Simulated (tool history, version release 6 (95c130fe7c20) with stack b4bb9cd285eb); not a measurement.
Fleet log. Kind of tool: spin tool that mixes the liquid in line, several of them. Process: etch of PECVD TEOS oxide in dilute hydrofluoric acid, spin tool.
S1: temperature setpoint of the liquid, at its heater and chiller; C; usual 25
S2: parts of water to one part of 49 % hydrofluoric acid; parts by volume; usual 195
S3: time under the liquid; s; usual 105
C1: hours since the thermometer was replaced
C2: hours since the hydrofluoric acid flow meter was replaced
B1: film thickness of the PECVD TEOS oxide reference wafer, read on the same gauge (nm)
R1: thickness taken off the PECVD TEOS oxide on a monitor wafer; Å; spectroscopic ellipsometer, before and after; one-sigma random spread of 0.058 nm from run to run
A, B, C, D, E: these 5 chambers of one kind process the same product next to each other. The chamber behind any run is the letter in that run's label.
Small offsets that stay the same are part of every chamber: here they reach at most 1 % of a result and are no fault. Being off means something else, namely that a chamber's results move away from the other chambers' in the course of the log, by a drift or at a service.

{"run": "1B", "hour": 10.7, "S1": 25, "S2": 195, "S3": 105, "C1": 653.2, "C2": 258.3, "B1": 140.0, "R1": 77.933}
{"run": "2D", "hour": 20.5, "S1": 25, "S2": 195, "S3": 105, "C1": 1446.1, "C2": 923.5, "B1": 140.0, "R1": 77.148}
{"run": "3E", "hour": 28.7, "S1": 25, "S2": 195, "S3": 105, "C1": 921.0, "C2": 519.4, "B1": 139.99, "R1": 78.071}
{"run": "4A", "hour": 34.3, "S1": 25, "S2": 195, "S3": 105, "C1": 555.2, "C2": 829.2, "B1": 140.0, "R1": 78.077}
{"run": "5C", "hour": 39.4, "S1": 25, "S2": 195, "S3": 105, "C1": 1473.1, "C2": 961.2, "B1": 140.0, "R1": 76.815}
{"run": "6A", "hour": 49.9, "S1": 25, "S2": 195, "S3": 105, "C1": 570.8, "C2": 844.8, "B1": 139.99, "R1": 77.859}
{"run": "7B", "hour": 59.4, "S1": 25, "S2": 195, "S3": 105, "C1": 701.9, "C2": 307.0, "B1": 139.98, "R1": 78.625}
{"run": "8D", "hour": 65.8, "S1": 25, "S2": 195, "S3": 105, "C1": 1491.4, "C2": 968.8, "B1": 140.01, "R1": 77.71}
{"run": "9E", "hour": 74.2, "S1": 25, "S2": 195, "S3": 105, "C1": 966.5, "C2": 564.9, "B1": 140.0, "R1": 77.888}
{"run": "10C", "hour": 80.7, "S1": 25, "S2": 195, "S3": 105, "C1": 1514.4, "C2": 1002.5, "B1": 139.99, "R1": 77.407}
{"run": "11A", "hour": 88.8, "S1": 25, "S2": 195, "S3": 50, "C1": 609.7, "C2": 883.7, "B1": 140.0, "R1": 36.998}
{"run": "12E", "hour": 95.4, "S1": 25, "S2": 195, "S3": 50, "C1": 987.7, "C2": 586.1, "B1": 139.99, "R1": 36.823}
{"run": "13D", "hour": 105.0, "S1": 25, "S2": 195, "S3": 50, "C1": 1530.6, "C2": 1008.0, "B1": 139.99, "R1": 36.626}
{"run": "14C", "hour": 114.0, "S1": 25, "S2": 195, "S3": 50, "C1": 1547.7, "C2": 1035.8, "B1": 140.0, "R1": 37.376}
{"run": "15B", "hour": 124.5, "S1": 25, "S2": 195, "S3": 50, "C1": 767.0, "C2": 372.1, "B1": 139.99, "R1": 37.468}
{"run": "16A", "hour": 134.0, "S1": 25, "S2": 195, "S3": 105, "C1": 654.9, "C2": 928.9, "B1": 140.01, "R1": 77.463}
{"run": "17E", "hour": 142.8, "S1": 25, "S2": 195, "S3": 105, "C1": 1035.1, "C2": 633.5, "B1": 140.02, "R1": 77.357}
{"run": "18D", "hour": 150.4, "S1": 25, "S2": 195, "S3": 105, "C1": 1576.0, "C2": 1053.4, "B1": 140.01, "R1": 76.906}
{"run": "19B", "hour": 161.7, "S1": 25, "S2": 195, "S3": 105, "C1": 804.2, "C2": 409.3, "B1": 140.01, "R1": 79.504}
{"run": "20C", "hour": 170.2, "S1": 25, "S2": 195, "S3": 105, "C1": 1603.9, "C2": 1092.0, "B1": 140.0, "R1": 77.556}
{"run": "21B", "hour": 177.9, "S1": 25, "S2": 195, "S3": 105, "C1": 820.4, "C2": 425.5, "B1": 140.0, "R1": 78.824}
{"hour": 180.4, "done": "chamber E: thermometer replaced"}
{"run": "22E", "hour": 188.6, "S1": 25, "S2": 195, "S3": 105, "C1": 8.3, "C2": 679.3, "B1": 140.0, "R1": 77.282}
{"run": "23C", "hour": 195.2, "S1": 25, "S2": 195, "S3": 105, "C1": 1628.9, "C2": 1117.0, "B1": 139.96, "R1": 77.102}
{"run": "24A", "hour": 205.4, "S1": 25, "S2": 195, "S3": 105, "C1": 726.3, "C2": 1000.3, "B1": 140.0, "R1": 77.403}
{"run": "25D", "hour": 215.3, "S1": 25, "S2": 195, "S3": 105, "C1": 1640.9, "C2": 1118.3, "B1": 139.98, "R1": 75.967}
{"run": "26A", "hour": 226.6, "S1": 25, "S2": 195, "S3": 105, "C1": 747.5, "C2": 1021.5, "B1": 140.02, "R1": 77.366}
{"run": "27B", "hour": 233.6, "S1": 25, "S2": 150, "S3": 105, "C1": 876.1, "C2": 481.2, "B1": 140.02, "R1": 110.65}
{"run": "28C", "hour": 241.7, "S1": 25, "S2": 150, "S3": 105, "C1": 1675.4, "C2": 1163.5, "B1": 140.03, "R1": 104.29}
{"run": "29D", "hour": 250.6, "S1": 25, "S2": 150, "S3": 105, "C1": 1676.2, "C2": 1153.6, "B1": 140.02, "R1": 105.74}
{"run": "30E", "hour": 261.9, "S1": 25, "S2": 150, "S3": 105, "C1": 81.6, "C2": 752.6, "B1": 140.0, "R1": 105.78}
{"run": "31A", "hour": 268.6, "S1": 25, "S2": 150, "S3": 105, "C1": 789.5, "C2": 1063.5, "B1": 139.99, "R1": 106.66}
{"run": "32D", "hour": 278.1, "S1": 25, "S2": 195, "S3": 105, "C1": 1703.7, "C2": 1181.1, "B1": 140.02, "R1": 76.525}
{"run": "33C", "hour": 285.5, "S1": 25, "S2": 195, "S3": 105, "C1": 1719.2, "C2": 1207.3, "B1": 139.98, "R1": 77.29}
{"run": "34B", "hour": 292.5, "S1": 25, "S2": 195, "S3": 105, "C1": 935.0, "C2": 540.1, "B1": 140.01, "R1": 80.852}
{"run": "35E", "hour": 297.9, "S1": 25, "S2": 195, "S3": 105, "C1": 117.6, "C2": 788.6, "B1": 140.0, "R1": 78.013}
{"run": "36B", "hour": 308.2, "S1": 25, "S2": 195, "S3": 105, "C1": 950.7, "C2": 555.8, "B1": 140.01, "R1": 80.808}
{"run": "37E", "hour": 317.5, "S1": 25, "S2": 195, "S3": 105, "C1": 137.2, "C2": 808.2, "B1": 139.97, "R1": 78.191}
{"run": "38D", "hour": 326.6, "S1": 25, "S2": 195, "S3": 105, "C1": 1752.2, "C2": 1229.6, "B1": 140.0, "R1": 77.242}
{"run": "39A", "hour": 333.7, "S1": 25, "S2": 195, "S3": 105, "C1": 854.6, "C2": 1128.6, "B1": 140.02, "R1": 77.824}
{"run": "40C", "hour": 340.4, "S1": 25, "S2": 195, "S3": 105, "C1": 1774.1, "C2": 1262.2, "B1": 139.96, "R1": 77.343}
{"run": "41A", "hour": 346.0, "S1": 25, "S2": 195, "S3": 105, "C1": 866.9, "C2": 1140.9, "B1": 140.02, "R1": 78.988}
{"run": "42E", "hour": 356.7, "S1": 29, "S2": 195, "S3": 65, "C1": 176.4, "C2": 847.4, "B1": 139.95, "R1": 55.41}
{"run": "43B", "hour": 365.8, "S1": 29, "S2": 195, "S3": 65, "C1": 1008.3, "C2": 613.4, "B1": 140.01, "R1": 58.806}
{"run": "44C", "hour": 374.8, "S1": 29, "S2": 195, "S3": 65, "C1": 1808.5, "C2": 1296.6, "B1": 139.98, "R1": 55.116}

Decide between three cases: one chamber stands off from its peers, the gauge reading all wafers drifts, or nothing is wrong past each chamber's small offset. Where a chamber is off, say which and what most likely put it there.

One chamber, B, drifts off from the rest bit by bit.
Cause: liquid hotter than its thermometer reads (K) = 1.69.
With only this log, it may be confused with: hydrofluoric acid flow above the setpoint (%).

Chamber B could run next with any of the 4 candidate recipes listed below; each alters the usual settings, and their results appear as question marks. Which one brings its results back in line with what the other chambers deliver on the usual settings?
In line means no further than this from the other chambers' mean on the usual settings: R1 2.000 Å
{"run": "45B-1", "hour": 382.9, "S1": 25.0, "S2": 205, "S3": 105, "R1": "?"}
{"run": "45B-2", "hour": 382.9, "S1": 24.5, "S2": 195, "S3": 105, "R1": "?"}
{"run": "45B-3", "hour": 382.9, "S1": 25.5, "S2": 195, "S3": 105, "R1": "?"}
{"run": "45B-4", "hour": 382.9, "S1": 27.0, "S2": 195, "S3": 105, "R1": "?"}

On the usual settings, the other chambers give on average: R1 77.436 Å
run=45B-1 R1=77.783
run=45B-2 R1=81.158
run=45B-3 R1=84.103
run=45B-4 R1=88.641
45B-1 is the one that brings the chamber's results back in line with the other chambers.

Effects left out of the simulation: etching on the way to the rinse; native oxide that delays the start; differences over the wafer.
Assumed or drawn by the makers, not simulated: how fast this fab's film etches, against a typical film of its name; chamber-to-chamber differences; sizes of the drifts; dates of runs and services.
